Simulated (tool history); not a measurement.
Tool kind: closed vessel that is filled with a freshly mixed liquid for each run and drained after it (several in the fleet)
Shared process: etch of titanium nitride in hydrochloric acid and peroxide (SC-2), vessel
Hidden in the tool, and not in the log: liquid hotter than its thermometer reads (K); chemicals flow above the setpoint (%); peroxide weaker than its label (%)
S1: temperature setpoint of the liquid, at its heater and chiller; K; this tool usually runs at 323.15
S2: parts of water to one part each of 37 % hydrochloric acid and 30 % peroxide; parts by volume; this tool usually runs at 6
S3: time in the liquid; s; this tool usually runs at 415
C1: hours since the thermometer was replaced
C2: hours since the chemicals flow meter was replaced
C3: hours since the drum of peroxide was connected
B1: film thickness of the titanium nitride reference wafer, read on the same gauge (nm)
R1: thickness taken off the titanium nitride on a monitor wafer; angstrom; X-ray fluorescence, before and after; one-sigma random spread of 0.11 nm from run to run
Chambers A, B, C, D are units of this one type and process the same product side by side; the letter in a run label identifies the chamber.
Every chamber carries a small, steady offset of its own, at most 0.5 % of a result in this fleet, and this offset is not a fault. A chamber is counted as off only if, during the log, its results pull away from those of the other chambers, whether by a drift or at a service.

run   hour      S1   S2   S3      C1      C2      C3      B1      R1
 1C    6.4  323.15    6  415  1066.8   277.7   210.9  40.016  123.72
 2D   17.7  323.15    6  415   661.2   843.5   556.9  40.003  123.48
 3B   23.3  323.15    6  415  2468.9   457.7   829.6  40.006  120.83
 4A   29.1  323.15    6  415     661   203.2   296.9  39.994  123.36
 5B   35.7  323.15    6  415  2481.3   470.1     842  40.013  123.54
 6A     42  323.15    6  415   673.9   216.1   309.8  39.986   121.7
 7D   53.9  323.15    6  415   697.4   879.7   593.1  39.982   120.5
 8C   60.6  323.15  4.5  655    1121   331.9   265.1  40.002  238.95
 9A   68.9  323.15  4.5  655   700.8     243   336.7  40.011  240.95
10D   77.7  323.15  4.5  655   721.2   903.5   616.9  39.994  241.87
11C   88.2  323.15  4.5  655  1148.6   359.5   292.7  39.969  238.52
12B   95.1  323.15    6  415  2540.7   529.5   901.4  40.031  122.27
13C    102  323.15    6  415  1162.4   373.3   306.5  39.978  120.66
     106.2  -- chamber C: new drum of peroxide connected
14B  112.1  323.15    6  415  2557.7   546.5   918.4  39.995  121.44
     114.9  -- chamber B: thermometer replaced
15A  119.3  323.15    6  415   751.2   293.4   387.1  40.007  123.97
16D  128.5  323.15    6  415     772   954.3   667.7  40.008  123.82
17C  137.3  323.15    6  415  1197.7   408.6    31.2   39.96  124.79
18B  147.1  323.15    6  415    32.3   581.5   953.4   39.97  117.55
19A    154  323.15    6  415   785.9   328.1   421.8  39.977  122.33
20D  159.6  319.15    4  415   803.1   985.4   698.8  40.001  127.98
21D  165.5  319.15    4  415     809   991.3   704.7  39.994  124.24
22C  175.9  319.15    4  415  1236.3   447.2    69.8  40.018  125.85
23B    183  319.15    4  415    68.2   617.4   989.3  40.002  121.13
24A  191.7  323.15    6  415   823.6   365.8   459.5  40.014  122.76
25D  198.7  323.15    5  415   842.2  1024.5   737.9  39.986  141.34
26A  209.7  323.15    5  415   841.6   383.8   477.5   39.97  142.28
27C  216.8  323.15    5  415  1277.2   488.1   110.7  39.971  141.02
28B  225.8  323.15    5  415     111   660.2  1032.1  39.995  133.38
29B  232.6  328.65    7  415   117.8     667  1038.9  39.937  147.99
30A  239.5  328.65    7  415   871.4   413.6   507.3  39.996  154.45

Is one chamber off against the others, does the gauge drift, or is nothing wrong? If a chamber is off, say which, and what the likeliest cause is.

Little by little, chamber B moves away from the other chambers.
Likeliest cause: peroxide weaker than its label (%) = 7.47.
The log may not tell that from: chemicals flow below the setpoint (%).

Which of the 4 candidates below, each the usual settings with something changed and its results left as question marks, puts chamber B back in line with what the other chambers give on the usual settings?
Maximum distance from the other chambers' mean on the usual settings for a result to count as in line: R1 4 angstrom
31B-1  248.1  323.65   6  430                   ?
31B-2  248.1  321.15   6  415                   ?
31B-3  248.1  322.65   6  400                   ?
31B-4  248.1  323.15   6  470                   ?

The mean the other chambers reach with the usual settings: R1 122.98 angstrom
  run      R1
31B-1  122.56
31B-2  100.11
31B-3  106.65
31B-4  129.57
31B-1 brings the chamber back in line.
